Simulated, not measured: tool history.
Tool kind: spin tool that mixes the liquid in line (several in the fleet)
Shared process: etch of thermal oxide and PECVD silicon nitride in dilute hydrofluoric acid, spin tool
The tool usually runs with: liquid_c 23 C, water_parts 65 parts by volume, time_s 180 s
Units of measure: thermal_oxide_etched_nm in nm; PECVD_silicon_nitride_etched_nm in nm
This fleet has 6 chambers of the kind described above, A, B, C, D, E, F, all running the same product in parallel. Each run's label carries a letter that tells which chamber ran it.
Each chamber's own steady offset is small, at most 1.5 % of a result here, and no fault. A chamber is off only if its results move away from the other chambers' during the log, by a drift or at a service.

run   hour  liquid_c  water_parts  time_s  read-back film thickness of the thermal oxide reference wafer, read on the same gauge (nm)  read-back film thickness of the PECVD silicon nitride reference wafer, read on the same gauge (nm)  thermal_oxide_etched_nm  PECVD_silicon_nitride_etched_nm
 1F    5.5        23           65     180                                                                                      150.01                                                                                              39.994                   12.951                           8.3657
 2A   17.5        23           65     180                                                                                      150.02                                                                                              39.996                   13.161                           8.2744
 3D   24.8        23           65     180                                                                                      150.06                                                                                                  40                   13.176                           8.2778
 4B     36        23           65     180                                                                                      150.02                                                                                              39.995                   12.958                           8.3961
 5C   44.7        23           65     180                                                                                      150.01                                                                                              40.016                    13.02                           8.2981
 6E   56.9        23           65     180                                                                                      149.97                                                                                              40.017                   13.255                           8.2322
 7F   67.2        23           65     180                                                                                      150.01                                                                                              39.987                   12.933                           8.2406
 8B   74.9        23           65     180                                                                                      149.98                                                                                              39.999                   12.891                           8.3438
 9C   85.3        23           65     180                                                                                      149.97                                                                                              39.983                   13.291                            8.307
10A     94        23           65     180                                                                                      150.01                                                                                              40.014                   13.221                           8.2855
11D   99.5        23           65     180                                                                                      150.01                                                                                              40.013                   13.152                           8.2534
12E  108.7        23           65     180                                                                                      149.99                                                                                              40.025                   13.382                            8.113
13A  121.1        28           65     285                                                                                      149.99                                                                                              40.015                   25.659                           18.321
14D    131        28           65     285                                                                                      150.03                                                                                                  40                   25.376                           18.142
15B    138        28           65     285                                                                                      150.05                                                                                               39.98                   25.331                           18.503
16E  145.4        28           65     285                                                                                      150.02                                                                                              39.997                   25.318                           18.014
17C  156.6        28           65     285                                                                                      150.03                                                                                              39.989                   25.415                           18.194
18F  162.9        28           65     285                                                                                      149.98                                                                                               40.01                   25.101                            18.23
19A  170.1        20           65     280                                                                                      150.01                                                                                              39.996                   18.064                           10.512
20F  181.6        20           65     280                                                                                         150                                                                                                  40                    17.71                           10.589
21E  190.8        20           65     280                                                                                      149.98                                                                                              39.985                   17.957                           10.399
22B    202        20           65     280                                                                                      149.98                                                                                              39.994                    17.96                           10.574
23C  209.2        20           65     280                                                                                      149.99                                                                                              39.989                   18.077                           10.494
24D  215.5        20           65     280                                                                                         150                                                                                               40.02                   18.018                            10.46
25D  225.3        23           65     180                                                                                      149.98                                                                                              39.989                   13.005                           8.2336
26B  237.3        23           65     180                                                                                      150.01                                                                                              39.996                   13.019                           8.3047
27C  248.1        23           65     180                                                                                      150.03                                                                                              39.988                   13.147                           8.3464
28A  254.3        23           65     180                                                                                      150.01                                                                                              39.987                   13.164                           8.3081
29E  264.2        23           65     180                                                                                      150.05                                                                                                  40                   13.016                           8.2615
30F  276.3        21           80     180                                                                                      149.99                                                                                              40.004                   9.5299                           5.9525
31D  287.5        21           80     180                                                                                      150.02                                                                                              39.997                   9.6278                           5.8317
32B  295.1        21           80     180                                                                                      149.97                                                                                              40.017                    9.659                           6.0057
33A  303.2        21           80     180                                                                                         150                                                                                              40.035                   9.6151                           5.8459
34E    312        21           80     180                                                                                         150                                                                                              39.991                   9.7118                           5.9011
35F  322.4        21           80     180                                                                                      149.98                                                                                              40.016                   9.6021                           5.9199
36C  332.1        23           65     180                                                                                      149.98                                                                                              40.019                   13.301                           8.2585
37A  338.2        23           65     180                                                                                      150.01                                                                                              39.998                   13.146                            8.252
38D  347.7        23           65     180                                                                                      150.02                                                                                              40.011                   13.147                           8.1654
39E  355.7        23           65     180                                                                                      149.98                                                                                              40.007                   13.342                           8.2007
40C  365.9      27.5           65     110                                                                                      150.02                                                                                              39.995                   9.6747                           6.9061
41F  371.9      27.5           65     110                                                                                      149.98                                                                                              39.988                   9.5175                           6.8499
42B    382      27.5           65     110                                                                                      149.99                                                                                              39.997                   9.5833                           6.8997
43D  392.5      27.5           65     110                                                                                      150.05                                                                                              39.998                   9.6261                           6.8108
44A  404.3      27.5           65     110                                                                                      149.96                                                                                              39.998                   9.6501                            6.804

Each of the 6 chambers runs these same settings next. Fill in every chamber's results:
45A  413.3        23           65     180                                                                                                                                                                                                                        ?                                ?
45B  413.3        23           65     180                                                                                                                                                                                                                        ?                                ?
45C  413.3        23           65     180                                                                                                                                                                                                                        ?                                ?
45D  413.3        23           65     180                                                                                                                                                                                                                        ?                                ?
45E  413.3        23           65     180                                                                                                                                                                                                                        ?                                ?
45F  413.3        23           65     180                                                                                                                                                                                                                        ?                                ?

run  thermal_oxide_etched_nm  PECVD_silicon_nitride_etched_nm
45A                   13.194                            8.244
45B                   12.942                           8.3786
45C                   13.123                           8.3253
45D                   13.231                           8.1687
45E                   13.072                             8.15
45F                   13.107                           8.2764
